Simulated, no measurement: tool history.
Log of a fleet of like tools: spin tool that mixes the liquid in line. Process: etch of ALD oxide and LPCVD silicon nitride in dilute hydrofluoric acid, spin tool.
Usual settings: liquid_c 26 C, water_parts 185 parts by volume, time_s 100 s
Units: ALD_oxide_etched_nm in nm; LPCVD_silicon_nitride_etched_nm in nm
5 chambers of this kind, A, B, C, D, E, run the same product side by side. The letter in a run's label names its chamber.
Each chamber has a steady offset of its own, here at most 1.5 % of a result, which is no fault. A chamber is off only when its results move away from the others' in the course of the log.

| run | hour | liquid_c | water_parts | time_s | read-back film thickness of the ALD oxide reference wafer, read on the same gauge (nm) | read-back film thickness of the LPCVD silicon nitride reference wafer, read on the same gauge (nm) | ALD_oxide_etched_nm | LPCVD_silicon_nitride_etched_nm |
|---|---|---|---|---|---|---|---|---|
| 1E | 6.6 | 26 | 185 | 100 | 49.979 | 120 | 5.1148 | 0.37306 |
| 2A | 14.6 | 26 | 185 | 100 | 49.965 | 119.98 | 5.1165 | 0.36199 |
|  | 23.2 | chamber D: thermometer replaced |
| 3D | 25.7 | 26 | 185 | 100 | 49.988 | 119.99 | 5.0858 | 0.37168 |
|  | 34.6 | chamber E: hydrofluoric acid flow meter replaced |
| 4B | 36 | 26 | 185 | 100 | 49.977 | 119.98 | 5.0884 | 0.3709 |
| 5C | 41.1 | 26 | 185 | 100 | 50.027 | 119.98 | 5.1917 | 0.39388 |
| 6D | 50.6 | 26 | 185 | 100 | 50.003 | 120 | 5.1296 | 0.34822 |
| 7E | 61 | 26 | 185 | 100 | 50.014 | 120 | 5.111 | 0.39481 |
| 8B | 72.4 | 26 | 185 | 100 | 50.034 | 120 | 5.123 | 0.35153 |
| 9A | 81.7 | 26 | 185 | 100 | 49.97 | 120.01 | 5.1982 | 0.32261 |
| 10C | 88.6 | 26 | 185 | 100 | 50.013 | 119.95 | 5.2817 | 0.31857 |
| 11C | 93.8 | 26 | 185 | 100 | 50.019 | 119.99 | 5.3482 | 0.40856 |
| 12D | 99.6 | 26 | 185 | 100 | 49.99 | 120.01 | 5.0836 | 0.33209 |
| 13B | 110.7 | 26 | 185 | 100 | 50.047 | 120 | 5.0982 | 0.42687 |
| 14A | 116.5 | 27.5 | 125 | 100 | 49.978 | 119.98 | 8.7235 | 0.59083 |
| 15E | 126.3 | 27.5 | 125 | 100 | 50.059 | 119.95 | 8.7778 | 0.52692 |
|  | 133.7 | chamber B: hydrofluoric acid flow meter replaced |
| 16E | 137.2 | 27.5 | 125 | 100 | 50.007 | 119.98 | 8.721 | 0.66077 |
| 17A | 146 | 27.5 | 125 | 100 | 49.984 | 120.01 | 8.788 | 0.54943 |
| 18B | 152.7 | 27.5 | 125 | 100 | 49.974 | 120.02 | 8.689 | 0.57196 |
| 19D | 158.6 | 26 | 185 | 100 | 50.039 | 120 | 5.1477 | 0.37932 |
|  | 163.5 | chamber C: thermometer replaced |
| 20C | 168.7 | 26 | 185 | 100 | 50.01 | 119.98 | 5.5087 | 0.39157 |
| 21A | 178.2 | 26 | 185 | 100 | 50.052 | 119.98 | 5.1643 | 0.3788 |
| 22C | 187.2 | 26 | 185 | 100 | 50.005 | 120.02 | 5.5375 | 0.3203 |
|  | 190.1 | chamber D: hydrofluoric acid flow meter replaced |
| 23B | 196.2 | 26 | 185 | 100 | 49.995 | 120 | 5.1267 | 0.34636 |
| 24E | 203.8 | 26 | 185 | 50 | 50.04 | 120.02 | 2.5871 | 0.17866 |
| 25D | 214.1 | 26 | 185 | 50 | 49.999 | 119.96 | 2.5672 | 0.17887 |
| 26A | 219.6 | 26 | 185 | 50 | 49.996 | 119.97 | 2.5393 | 0.18383 |
|  | 229 | chamber E: thermometer replaced |
| 27E | 230 | 26 | 185 | 50 | 50.028 | 120.04 | 2.5607 | 0.17089 |
| 28B | 235.3 | 26 | 185 | 50 | 50.02 | 120.04 | 2.5694 | 0.18306 |
| 29C | 244.4 | 26 | 185 | 100 | 49.97 | 119.99 | 5.6096 | 0.27222 |
| 30D | 250.2 | 26 | 185 | 100 | 50.062 | 120 | 5.1645 | 0.44813 |
| 31B | 257.3 | 26 | 185 | 100 | 50.007 | 119.97 | 5.0605 | 0.32683 |
| 32C | 265.2 | 30 | 185 | 100 | 49.978 | 119.99 | 6.592 | 0.51885 |
| 33E | 270.9 | 30 | 185 | 100 | 50.002 | 120.03 | 5.8846 | 0.47336 |
| 34A | 280.7 | 30 | 185 | 100 | 49.984 | 119.99 | 5.9461 | 0.40533 |
| 35D | 291.9 | 30 | 185 | 100 | 49.991 | 120.01 | 5.9749 | 0.47917 |
| 36D | 297.3 | 30 | 185 | 100 | 50.048 | 119.98 | 5.9155 | 0.4659 |

All 5 chambers run these settings next. Forecast each chamber's results:
| 37A | 305.5 | 26 | 185 | 100 |  |  | ? | ? |
| 37B | 305.5 | 26 | 185 | 100 |  |  | ? | ? |
| 37C | 305.5 | 26 | 185 | 100 |  |  | ? | ? |
| 37D | 305.5 | 26 | 185 | 100 |  |  | ? | ? |
| 37E | 305.5 | 26 | 185 | 100 |  |  | ? | ? |

| run | ALD_oxide_etched_nm | LPCVD_silicon_nitride_etched_nm |
|---|---|---|
| 37A | 5.1707 | 0.29728 |
| 37B | 5.1448 | 0.27743 |
| 37C | 5.7644 | 0.37658 |
| 37D | 5.1243 | 0.37966 |
| 37E | 5.0696 | 0.36913 |

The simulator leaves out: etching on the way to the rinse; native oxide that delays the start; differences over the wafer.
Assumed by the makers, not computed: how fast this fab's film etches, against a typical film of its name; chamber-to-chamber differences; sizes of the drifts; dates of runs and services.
